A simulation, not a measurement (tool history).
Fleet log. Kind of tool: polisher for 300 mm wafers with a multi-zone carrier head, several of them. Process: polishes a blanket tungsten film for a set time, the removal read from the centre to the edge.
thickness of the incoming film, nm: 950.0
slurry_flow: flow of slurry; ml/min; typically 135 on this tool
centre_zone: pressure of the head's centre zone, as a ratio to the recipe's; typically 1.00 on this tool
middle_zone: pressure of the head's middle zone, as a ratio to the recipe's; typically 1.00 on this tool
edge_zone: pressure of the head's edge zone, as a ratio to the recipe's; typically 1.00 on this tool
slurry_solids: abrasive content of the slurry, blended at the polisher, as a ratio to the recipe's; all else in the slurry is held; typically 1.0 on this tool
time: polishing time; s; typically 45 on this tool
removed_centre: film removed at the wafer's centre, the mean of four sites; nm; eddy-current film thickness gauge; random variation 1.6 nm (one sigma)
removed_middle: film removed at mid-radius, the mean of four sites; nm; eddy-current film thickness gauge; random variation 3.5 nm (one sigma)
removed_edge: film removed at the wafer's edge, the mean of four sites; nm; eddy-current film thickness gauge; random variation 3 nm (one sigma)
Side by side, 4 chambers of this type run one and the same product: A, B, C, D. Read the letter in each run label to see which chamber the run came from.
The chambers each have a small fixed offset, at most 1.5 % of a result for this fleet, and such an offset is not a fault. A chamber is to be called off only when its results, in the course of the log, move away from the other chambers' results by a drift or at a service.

run,day,slurry_flow,centre_zone,middle_zone,edge_zone,slurry_solids,time,wafers polished on this pad,hours since the slurry nozzle was cleaned,hours since the centre zone pressure was calibrated,hours since the edge zone pressure was calibrated,removed_centre,removed_middle,removed_edge
# day 0.292: chamber B: worn pad replaced by a new one
1D,0.400,135,1.00,1.00,1.00,1.0,45,369,438.4,203.1,145.5,242.51,244.51,242.68
# day 0.504: chamber D: slurry nozzle cleaned
2C,0.650,135,1.00,1.00,1.00,1.0,45,537,276.0,253.6,407.4,244.70,242.73,238.61
# day 0.967: chamber C: worn pad replaced by a new one
3A,1.083,135,1.00,1.00,1.00,1.0,45,736,226.7,127.0,566.1,244.52,238.00,238.29
# day 1.138: chamber A: worn pad replaced by a new one
4B,1.483,135,1.00,1.00,1.00,1.0,45,300,236.2,258.2,744.2,243.36,246.01,246.73
5C,1.817,135,1.00,1.00,1.00,1.0,45,213,304.0,281.6,435.4,243.58,242.17,244.33
6B,2.108,135,1.00,1.00,1.06,1.0,45,457,251.2,273.2,759.2,240.94,248.01,252.24
7A,2.304,135,1.00,1.00,1.06,1.0,45,293,256.0,156.3,595.4,246.90,243.31,248.97
8D,2.696,135,1.00,1.00,1.06,1.0,45,946,52.7,258.2,200.6,247.63,243.09,250.60
# day 2.796: chamber D: worn pad replaced by a new one
9B,3.038,135,1.00,1.00,1.06,1.0,45,691,273.5,295.5,781.5,241.64,240.28,252.46
# day 3.225: chamber B: worn pad replaced by a new one
10C,3.288,135,1.00,1.00,1.00,1.0,45,583,339.3,316.9,470.7,243.99,245.45,246.45
# day 3.442: chamber C: worn pad replaced by a new one
11D,3.496,135,1.00,1.00,1.00,1.0,45,175,71.9,277.4,219.8,244.02,242.78,247.85
# day 3.792: chamber A: worn pad replaced by a new one
12A,3.875,135,1.00,1.00,1.00,1.0,45,21,293.7,194.0,633.1,247.83,240.76,240.46
# day 4.008: chamber C: slurry nozzle cleaned
13D,4.288,135,1.00,1.00,1.00,1.0,45,374,90.9,296.4,238.8,244.87,247.67,240.95
# day 4.608: chamber A: edge zone pressure recalibrated
14C,4.617,160,1.00,1.00,1.00,0.9,45,296,14.6,348.8,502.6,244.74,249.50,242.82
15A,4.883,160,1.00,1.00,1.00,0.9,45,275,317.9,218.2,6.7,252.63,243.09,239.42
16B,5.221,160,1.00,1.00,1.00,0.9,45,502,325.9,347.9,833.9,246.45,251.59,249.28
# day 5.538: chamber A: slurry nozzle cleaned
17A,5.646,160,1.00,1.00,1.00,0.9,45,466,2.6,236.5,25.0,248.20,246.23,242.60
18B,5.862,135,1.00,1.00,1.00,1.0,45,663,341.3,363.3,849.3,243.14,244.95,244.56
# day 5.971: chamber B: worn pad replaced by a new one
# day 5.983: chamber C: worn pad replaced by a new one
# day 6.138: chamber D: worn pad replaced by a new one
19D,6.183,135,1.00,1.00,1.00,1.0,45,12,136.4,341.9,284.3,246.11,236.83,247.04
20C,6.588,135,1.00,1.00,1.00,1.0,45,152,61.9,396.1,549.9,243.03,242.70,246.91
# day 6.608: chamber A: worn pad replaced by a new one
21D,6.871,135,0.89,1.00,1.00,1.0,39,185,152.9,358.4,300.8,187.78,216.23,208.72
22A,7.300,135,0.89,1.00,1.00,1.0,39,174,42.3,276.2,64.7,187.39,203.97,203.63
23B,7.612,135,0.89,1.00,1.00,1.0,39,413,383.3,405.3,891.3,185.39,217.15,209.58
24C,7.892,135,0.89,1.00,1.00,1.0,39,479,93.2,427.4,581.2,187.17,215.69,214.35
25A,8.242,135,1.00,1.00,1.00,1.0,45,411,64.9,298.8,87.3,245.21,239.65,245.32
# day 8.258: chamber B: worn pad replaced by a new one
26C,8.650,135,1.00,1.00,1.00,1.0,45,670,111.4,445.6,599.4,241.11,240.53,243.40
# day 8.779: chamber C: worn pad replaced by a new one
27D,8.842,135,1.00,1.00,1.00,1.0,45,680,200.2,405.7,348.1,245.06,239.42,244.64
28B,9.096,135,1.00,1.00,1.00,1.0,45,210,418.9,440.9,926.9,243.98,251.14,244.54
# day 9.225: chamber A: worn pad replaced by a new one
# day 9.312: chamber D: worn pad replaced by a new one
29A,9.375,135,1.00,1.00,1.00,1.0,45,37,92.1,326.0,114.5,247.97,242.02,238.63
30C,9.625,135,1.00,1.00,1.00,1.0,45,212,134.8,469.0,622.8,241.36,247.37,246.66
31B,9.950,135,1.00,1.00,1.00,1.0,45,425,439.4,461.4,947.4,244.59,243.16,242.57
32D,10.212,135,1.00,0.93,1.00,1.0,45,226,233.1,438.6,381.0,244.10,220.37,237.48
33D,10.646,135,1.00,0.93,1.00,1.0,45,335,243.5,449.0,391.4,244.95,224.31,241.64
# day 10.808: chamber B: worn pad replaced by a new one
34C,10.858,135,1.00,0.93,1.00,1.0,45,522,164.4,498.6,652.4,243.01,228.93,243.95
35B,11.104,135,1.00,0.93,1.00,1.0,45,74,467.1,489.1,975.1,242.92,226.72,248.07
# day 11.254: chamber C: worn pad replaced by a new one
36A,11.321,135,1.00,1.00,1.00,1.0,45,526,138.8,372.7,161.2,245.19,241.27,234.53
# day 11.488: chamber D: edge zone pressure recalibrated
37C,11.675,135,1.00,1.00,1.00,1.0,45,106,184.0,518.2,672.0,241.99,250.91,243.85
# day 11.704: chamber A: worn pad replaced by a new one
38A,11.867,135,1.00,1.00,1.00,1.0,45,41,151.9,385.8,174.3,247.35,247.09,237.95
39B,12.233,135,1.00,1.00,1.00,1.0,45,358,494.2,516.2,1002.2,242.88,243.92,239.17
40D,12.608,135,1.00,1.00,1.00,1.0,45,828,290.6,496.1,27.0,244.21,243.76,246.56
41C,13.038,135,1.00,1.00,1.00,1.0,45,448,216.7,550.9,704.7,242.64,240.24,243.12
42A,13.312,160,1.00,1.00,1.00,1.0,45,404,186.6,420.5,209.0,256.26,250.81,245.47

Which is it: a chamber that has drifted or been left off by a service, a gauge drift common to all chambers, or only each chamber's usual small offset? If a chamber is off, name it and its likeliest cause.

No chamber is off and the gauge is stable; the differences are just each chamber's small, constant offset.
